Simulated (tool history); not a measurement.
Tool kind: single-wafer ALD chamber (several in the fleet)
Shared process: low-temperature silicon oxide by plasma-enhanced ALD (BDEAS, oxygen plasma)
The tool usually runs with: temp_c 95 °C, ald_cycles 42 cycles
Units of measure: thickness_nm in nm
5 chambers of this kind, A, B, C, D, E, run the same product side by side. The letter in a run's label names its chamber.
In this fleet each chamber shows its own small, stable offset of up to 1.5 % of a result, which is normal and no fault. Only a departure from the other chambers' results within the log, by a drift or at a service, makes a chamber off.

run	day	temp_c	ald_cycles	hours since the last thermocouple change	read-back reference wafer on the same gauge, thickness_nm	thickness_nm
1A	0.321	95	42	826.4	5.2590	6.0592
2D	0.617	95	42	582.5	5.2593	6.1000
# day 0.662: chamber E: thermocouple changed; heater temperature recalibrated
3C	0.946	95	42	1429.1	5.2570	6.1593
4B	1.183	95	42	285.9	5.2554	6.1390
5E	1.425	95	42	18.3	5.2557	6.1810
6E	1.667	95	42	24.1	5.2550	6.1662
7B	1.979	95	42	305.0	5.2549	6.1405
8C	2.221	95	42	1459.7	5.2525	6.1522
9D	2.421	95	42	625.8	5.2518	6.0965
10A	2.571	95	42	880.4	5.2546	6.0494
11C	2.783	95	42	1473.2	5.2523	6.1445
12E	2.954	95	42	55.0	5.2513	6.1762
13A	3.158	95	42	894.5	5.2509	6.0482
14B	3.367	95	42	338.3	5.2496	6.1290
15D	3.525	95	42	652.3	5.2502	6.0920
16D	3.858	95	42	660.3	5.2492	6.0994
17C	4.058	95	42	1503.8	5.2476	6.1311
18E	4.275	95	42	86.7	5.2489	6.1680
19A	4.438	95	42	925.2	5.2470	6.0511
20B	4.608	95	42	368.1	5.2463	6.1151
21D	4.917	89	38	685.7	5.2444	5.6319
22C	5.233	89	38	1532.0	5.2449	5.6666
23A	5.462	89	38	949.8	5.2444	5.5682
24E	5.675	89	38	120.3	5.2439	5.6918
25B	5.883	89	38	398.7	5.2413	5.6383
26C	6.125	95	42	1553.4	5.2422	6.1429
27A	6.458	95	42	973.7	5.2398	6.0393
28E	6.792	95	42	147.1	5.2407	6.1535
29D	7.112	95	42	738.4	5.2382	6.0886
30B	7.329	87	45	433.4	5.2376	6.7309
31D	7.496	87	45	747.6	5.2376	6.7004
32A	7.708	87	45	1003.7	5.2377	6.6372
33C	8.038	87	45	1599.3	5.2357	6.7643
34B	8.362	87	45	458.2	5.2354	6.7426

Which is it: a chamber that has drifted or been left off by a service, a gauge drift common to all chambers, or only each chamber's usual small offset? If a chamber is off, name it and its likeliest cause.

None of the chambers is off. What moves is the gauge, dragging all their readings along together.
What lies behind it: gauge reads low (%) = 0.482.
